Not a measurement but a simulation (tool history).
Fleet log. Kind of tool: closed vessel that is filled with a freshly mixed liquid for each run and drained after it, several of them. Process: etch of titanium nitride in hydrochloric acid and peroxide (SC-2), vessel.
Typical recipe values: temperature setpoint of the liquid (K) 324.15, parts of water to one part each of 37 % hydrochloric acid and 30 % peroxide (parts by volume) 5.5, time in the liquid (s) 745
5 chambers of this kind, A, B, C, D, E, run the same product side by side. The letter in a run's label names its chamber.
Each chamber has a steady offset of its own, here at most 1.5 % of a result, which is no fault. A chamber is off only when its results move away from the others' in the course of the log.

| run | day | temperature setpoint of the liquid (K) | parts of water to one part each of 37 % hydrochloric acid and 30 % peroxide (parts by volume) | time in the liquid (s) | read-back film thickness of the titanium nitride reference wafer, read on the same gauge (nm) | thickness taken off the titanium nitride on a monitor wafer (Å) |
|---|---|---|---|---|---|---|
|  | 0.396 | chamber E: new drum of peroxide connected |
| 1B | 0.425 | 324.15 | 5.5 | 745 | 130.00 | 566.92 |
| 2A | 0.829 | 324.15 | 5.5 | 745 | 129.99 | 574.24 |
|  | 0.850 | chamber D: thermometer replaced |
|  | 1.050 | chamber D: chemicals flow meter replaced |
|  | 1.058 | chamber D: new drum of peroxide connected |
| 3E | 1.212 | 324.15 | 5.5 | 745 | 130.00 | 565.07 |
| 4D | 1.642 | 324.15 | 5.5 | 745 | 129.98 | 575.87 |
| 5C | 2.138 | 324.15 | 5.5 | 745 | 130.01 | 567.20 |
| 6E | 2.567 | 319.65 | 4.0 | 745 | 130.02 | 523.11 |
| 7C | 3.029 | 319.65 | 4.0 | 745 | 130.01 | 521.43 |
|  | 3.146 | chamber B: thermometer replaced |
| 8D | 3.512 | 319.65 | 4.0 | 745 | 129.99 | 529.21 |
|  | 3.546 | chamber A: chemicals flow meter replaced |
| 9B | 4.071 | 319.65 | 4.0 | 745 | 129.99 | 526.81 |
| 10A | 4.588 | 319.65 | 4.0 | 745 | 130.00 | 527.42 |
| 11D | 5.129 | 324.15 | 5.5 | 745 | 129.99 | 573.13 |
| 12A | 5.471 | 324.15 | 5.5 | 745 | 130.01 | 565.83 |
| 13E | 5.733 | 324.15 | 5.5 | 745 | 130.00 | 566.89 |
| 14B | 6.196 | 324.15 | 5.5 | 745 | 129.99 | 558.88 |
| 15C | 6.642 | 324.15 | 5.5 | 745 | 130.00 | 566.87 |
| 16A | 7.071 | 324.15 | 5.5 | 745 | 130.00 | 570.21 |
| 17C | 7.583 | 324.15 | 5.5 | 745 | 130.00 | 567.16 |
| 18D | 7.933 | 324.15 | 5.5 | 745 | 130.00 | 575.84 |
| 19E | 8.212 | 324.15 | 5.5 | 745 | 130.01 | 567.62 |
| 20B | 8.733 | 324.15 | 5.5 | 745 | 130.01 | 555.17 |
| 21B | 9.025 | 324.15 | 5.5 | 745 | 130.00 | 559.75 |
| 22C | 9.288 | 324.15 | 5.5 | 745 | 130.00 | 569.64 |
| 23A | 9.642 | 327.65 | 4.5 | 745 | 130.00 | 839.72 |
| 24E | 10.083 | 327.65 | 4.5 | 745 | 129.99 | 821.84 |
| 25D | 10.617 | 327.65 | 4.5 | 745 | 129.99 | 837.54 |
| 26C | 10.983 | 327.65 | 4.5 | 745 | 129.99 | 822.50 |
| 27B | 11.262 | 327.65 | 4.5 | 745 | 129.98 | 801.81 |
| 28A | 11.738 | 324.15 | 5.5 | 745 | 130.01 | 574.05 |
| 29D | 12.146 | 324.15 | 5.5 | 745 | 130.01 | 574.30 |
| 30E | 12.592 | 327.15 | 7.0 | 745 | 130.00 | 573.82 |
| 31D | 13.033 | 327.15 | 7.0 | 745 | 130.00 | 582.57 |
| 32A | 13.308 | 327.15 | 7.0 | 745 | 130.01 | 578.02 |
| 33E | 13.679 | 327.15 | 7.0 | 745 | 129.99 | 579.99 |
| 34B | 14.138 | 327.15 | 7.0 | 745 | 130.00 | 545.03 |
| 35C | 14.425 | 324.15 | 5.5 | 745 | 130.01 | 569.11 |

What goes on in this fleet: one chamber off, a drifting gauge, or nothing beyond the chambers' own small offsets? Name the chamber and the cause, if any.

Little by little, chamber B moves away from the other chambers.
Likeliest cause: peroxide weaker than its label (%) = 6.33.
With only this log, it may be confused with: chemicals flow below the setpoint (%).

Which of the 4 candidates below, each the usual settings with something changed and its results left as question marks, puts chamber B back in line with what the other chambers give on the usual settings?
Counts as in line when no further than this from what the other chambers average on the usual settings: thickness taken off the titanium nitride on a monitor wafer (Å) 13.00
| 36B-1 | 14.846 | 324.15 | 5.5 | 785 |  | ? |
| 36B-2 | 14.846 | 324.15 | 5.5 | 735 |  | ? |
| 36B-3 | 14.846 | 324.15 | 5.5 | 750 |  | ? |
| 36B-4 | 14.846 | 323.65 | 5.5 | 730 |  | ? |

The mean the other chambers reach with the usual settings: thickness taken off the titanium nitride on a monitor wafer (Å) 569.97
| run | thickness taken off the titanium nitride on a monitor wafer (Å) |
|---|---|
| 36B-1 | 572.82 |
| 36B-2 | 536.33 |
| 36B-3 | 547.28 |
| 36B-4 | 514.96 |
It is 36B-1 that realigns the chamber with its peers.

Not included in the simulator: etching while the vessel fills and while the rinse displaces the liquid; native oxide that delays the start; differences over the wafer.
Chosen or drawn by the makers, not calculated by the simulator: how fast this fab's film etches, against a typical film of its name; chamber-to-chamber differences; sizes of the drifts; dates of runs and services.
